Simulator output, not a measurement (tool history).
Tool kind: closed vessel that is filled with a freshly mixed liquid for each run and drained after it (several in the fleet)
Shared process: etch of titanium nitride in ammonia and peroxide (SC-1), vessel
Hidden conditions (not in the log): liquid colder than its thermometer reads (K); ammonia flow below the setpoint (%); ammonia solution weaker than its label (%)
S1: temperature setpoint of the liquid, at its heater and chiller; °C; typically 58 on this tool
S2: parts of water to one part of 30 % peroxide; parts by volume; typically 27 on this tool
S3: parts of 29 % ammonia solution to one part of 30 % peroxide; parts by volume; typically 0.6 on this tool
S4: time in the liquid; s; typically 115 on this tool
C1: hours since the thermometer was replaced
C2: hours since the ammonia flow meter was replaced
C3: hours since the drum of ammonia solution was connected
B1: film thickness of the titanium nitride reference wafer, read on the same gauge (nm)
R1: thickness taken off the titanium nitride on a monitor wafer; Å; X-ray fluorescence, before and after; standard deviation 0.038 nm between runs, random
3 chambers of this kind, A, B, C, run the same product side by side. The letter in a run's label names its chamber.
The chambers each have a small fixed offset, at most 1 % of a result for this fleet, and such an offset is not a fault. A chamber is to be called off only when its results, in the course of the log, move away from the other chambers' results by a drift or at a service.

Run 1B, day 0.446: usual settings; C1 427.8; C2 558.5; C3 689.7; B1 130. Result: R1 42.715 Å.
Run 2A, day 0.917: usual settings; C1 1753; C2 306.5; C3 357.3; B1 129.99. Result: R1 42.169 Å.
At day 1.325: chamber B: new drum of ammonia solution connected.
Run 3C, day 1.346: usual settings; C1 640; C2 272.7; C3 38.2; B1 129.98. Result: R1 42.603 Å.
At day 1.65: chamber C: thermometer replaced.
Run 4B, day 1.708: usual settings; C1 458.1; C2 588.8; C3 9.2; B1 129.99. Result: R1 43.099 Å.
Run 5A, day 2.112: usual settings; C1 1781.7; C2 335.2; C3 386; B1 130. Result: R1 42.974 Å.
Run 6C, day 2.471: usual settings but S2 22 parts by volume, S4 180 s; C1 19.7; C2 299.7; C3 65.2; B1 130. Result: R1 73.564 Å.
Run 7C, day 2.979: usual settings but S2 22 parts by volume, S4 180 s; C1 31.9; C2 311.9; C3 77.4; B1 130. Result: R1 75.553 Å.
Run 8B, day 3.408: usual settings but S2 22 parts by volume, S4 180 s; C1 498.9; C2 629.6; C3 50; B1 129.99. Result: R1 74.87 Å.
Run 9A, day 3.65: usual settings but S4 180 s; C1 1818.6; C2 372.1; C3 422.9; B1 130.01. Result: R1 67.128 Å.
Run 10B, day 3.908: usual settings but S4 180 s; C1 510.9; C2 641.6; C3 62; B1 130. Result: R1 64.978 Å.
Run 11C, day 4.283: usual settings but S4 180 s; C1 63.2; C2 343.2; C3 108.7; B1 130.01. Result: R1 66.668 Å.
Run 12A, day 4.758: usual settings; C1 1845.2; C2 398.7; C3 449.5; B1 130. Result: R1 42.97 Å.
Run 13C, day 5.246: usual settings; C1 86.3; C2 366.3; C3 131.8; B1 130. Result: R1 42.37 Å.
Run 14A, day 5.667: usual settings; C1 1867; C2 420.5; C3 471.3; B1 129.99. Result: R1 42.977 Å.
Run 15B, day 5.917: usual settings; C1 559.1; C2 689.8; C3 110.2; B1 130. Result: R1 40.353 Å.
Run 16B, day 6.221: usual settings; C1 566.4; C2 697.1; C3 117.5; B1 129.99. Result: R1 40.327 Å.
Run 17C, day 6.492: usual settings; C1 116.2; C2 396.2; C3 161.7; B1 130. Result: R1 42.113 Å.
Run 18A, day 6.925: usual settings but S2 32 parts by volume; C1 1897.2; C2 450.7; C3 501.5; B1 129.99. Result: R1 38.703 Å.
At day 6.958: chamber A: thermometer replaced.
Run 19A, day 7.208: usual settings but S2 32 parts by volume; C1 6.1; C2 457.5; C3 508.3; B1 129.98. Result: R1 38.993 Å.
Run 20B, day 7.562: usual settings but S2 32 parts by volume; C1 598.6; C2 729.3; C3 149.7; B1 130.02. Result: R1 35.295 Å.
Run 21C, day 7.9: usual settings; C1 150; C2 430; C3 195.5; B1 130. Result: R1 42.28 Å.
Run 22C, day 8.375: usual settings; C1 161.4; C2 441.4; C3 206.9; B1 130.02. Result: R1 41.666 Å.
Run 23A, day 8.6: usual settings but S2 16.5 parts by volume, S3 0.45 parts by volume; C1 39.5; C2 490.9; C3 541.7; B1 130.02. Result: R1 52.814 Å.
Run 24B, day 8.933: usual settings but S2 16.5 parts by volume, S3 0.45 parts by volume; C1 631.5; C2 762.2; C3 182.6; B1 129.99. Result: R1 48.85 Å.

Each of the 3 chambers runs these same settings next. Fill in every chamber's results:
Run 25A, day 9.304: usual settings. Result: R1 ?.
Run 25B, day 9.304: usual settings. Result: R1 ?.
Run 25C, day 9.304: usual settings. Result: R1 ?.

run      R1
25A  42.651
25B  38.406
25C  43.005
